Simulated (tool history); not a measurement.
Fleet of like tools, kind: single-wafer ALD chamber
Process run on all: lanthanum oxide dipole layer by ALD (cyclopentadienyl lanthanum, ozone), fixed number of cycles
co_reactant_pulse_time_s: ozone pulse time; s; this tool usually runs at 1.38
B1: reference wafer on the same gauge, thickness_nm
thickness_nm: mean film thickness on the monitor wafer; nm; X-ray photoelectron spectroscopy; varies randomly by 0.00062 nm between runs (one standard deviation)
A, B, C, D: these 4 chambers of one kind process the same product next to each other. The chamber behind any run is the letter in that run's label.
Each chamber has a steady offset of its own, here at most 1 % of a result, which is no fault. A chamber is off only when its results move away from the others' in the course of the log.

Run 1D, day 0.292: usual settings; B1 0.46313. Result: thickness_nm 0.54368 nm.
Run 2A, day 0.517: usual settings; B1 0.46311. Result: thickness_nm 0.54240 nm.
Run 3B, day 0.688: usual settings; B1 0.46313. Result: thickness_nm 0.54090 nm.
Run 4C, day 0.842: usual settings; B1 0.46328. Result: thickness_nm 0.54489 nm.
Run 5C, day 1.096: usual settings but co_reactant_pulse_time_s 1.08 s; B1 0.46330. Result: thickness_nm 0.51555 nm.
Run 6B, day 1.362: usual settings but co_reactant_pulse_time_s 1.08 s; B1 0.46335. Result: thickness_nm 0.51072 nm.
Run 7A, day 1.604: usual settings but co_reactant_pulse_time_s 1.08 s; B1 0.46343. Result: thickness_nm 0.51440 nm.
Run 8D, day 1.783: usual settings but co_reactant_pulse_time_s 1.08 s; B1 0.46352. Result: thickness_nm 0.51387 nm.
At day 1.842: chamber D: thermocouple changed; heater temperature recalibrated.
Run 9C, day 2.104: usual settings; B1 0.46349. Result: thickness_nm 0.54527 nm.
Run 10B, day 2.383: usual settings; B1 0.46385. Result: thickness_nm 0.54251 nm.
Run 11D, day 2.646: usual settings; B1 0.46380. Result: thickness_nm 0.54406 nm.
Run 12A, day 2.938: usual settings; B1 0.46397. Result: thickness_nm 0.54339 nm.
Run 13A, day 3.221: usual settings but co_reactant_pulse_time_s 0.88 s; B1 0.46397. Result: thickness_nm 0.48272 nm.
Run 14D, day 3.429: usual settings but co_reactant_pulse_time_s 0.88 s; B1 0.46409. Result: thickness_nm 0.48006 nm.
Run 15B, day 3.667: usual settings but co_reactant_pulse_time_s 0.88 s; B1 0.46399. Result: thickness_nm 0.47781 nm.
Run 16C, day 3.812: usual settings but co_reactant_pulse_time_s 0.88 s; B1 0.46414. Result: thickness_nm 0.48351 nm.
Run 17C, day 4.025: usual settings; B1 0.46421. Result: thickness_nm 0.54522 nm.
Run 18D, day 4.267: usual settings; B1 0.46425. Result: thickness_nm 0.54446 nm.
Run 19B, day 4.562: usual settings; B1 0.46433. Result: thickness_nm 0.54119 nm.
Run 20A, day 4.792: usual settings; B1 0.46435. Result: thickness_nm 0.54505 nm.
Run 21A, day 5.096: usual settings but co_reactant_pulse_time_s 0.89 s; B1 0.46445. Result: thickness_nm 0.48479 nm.
At day 5.267: chamber A: ozone generator serviced.
Run 22B, day 5.367: usual settings but co_reactant_pulse_time_s 0.89 s; B1 0.46456. Result: thickness_nm 0.48014 nm.
Run 23D, day 5.683: usual settings but co_reactant_pulse_time_s 0.89 s; B1 0.46471. Result: thickness_nm 0.48190 nm.
Run 24C, day 5.838: usual settings but co_reactant_pulse_time_s 0.89 s; B1 0.46476. Result: thickness_nm 0.48538 nm.
Run 25C, day 6.058: usual settings; B1 0.46476. Result: thickness_nm 0.54690 nm.
Run 26D, day 6.238: usual settings but co_reactant_pulse_time_s 1.15 s; B1 0.46479. Result: thickness_nm 0.52383 nm.
Run 27A, day 6.483: usual settings but co_reactant_pulse_time_s 1.15 s; B1 0.46477. Result: thickness_nm 0.52304 nm.
Run 28B, day 6.758: usual settings but co_reactant_pulse_time_s 1.15 s; B1 0.46495. Result: thickness_nm 0.52088 nm.
Run 29B, day 7.021: usual settings but co_reactant_pulse_time_s 1.15 s; B1 0.46499. Result: thickness_nm 0.52076 nm.
Run 30C, day 7.296: usual settings; B1 0.46510. Result: thickness_nm 0.54740 nm.

Has any chamber moved away from the others, gradually or after a service, or does the common gauge drift, or do the chambers differ only by their own small steady offsets? State the chamber and the most likely cause if one applies.

The gauge drifts, so all chambers seem to drift together. No chamber is off.
Likeliest cause: gauge reads high (%) = 0.47.
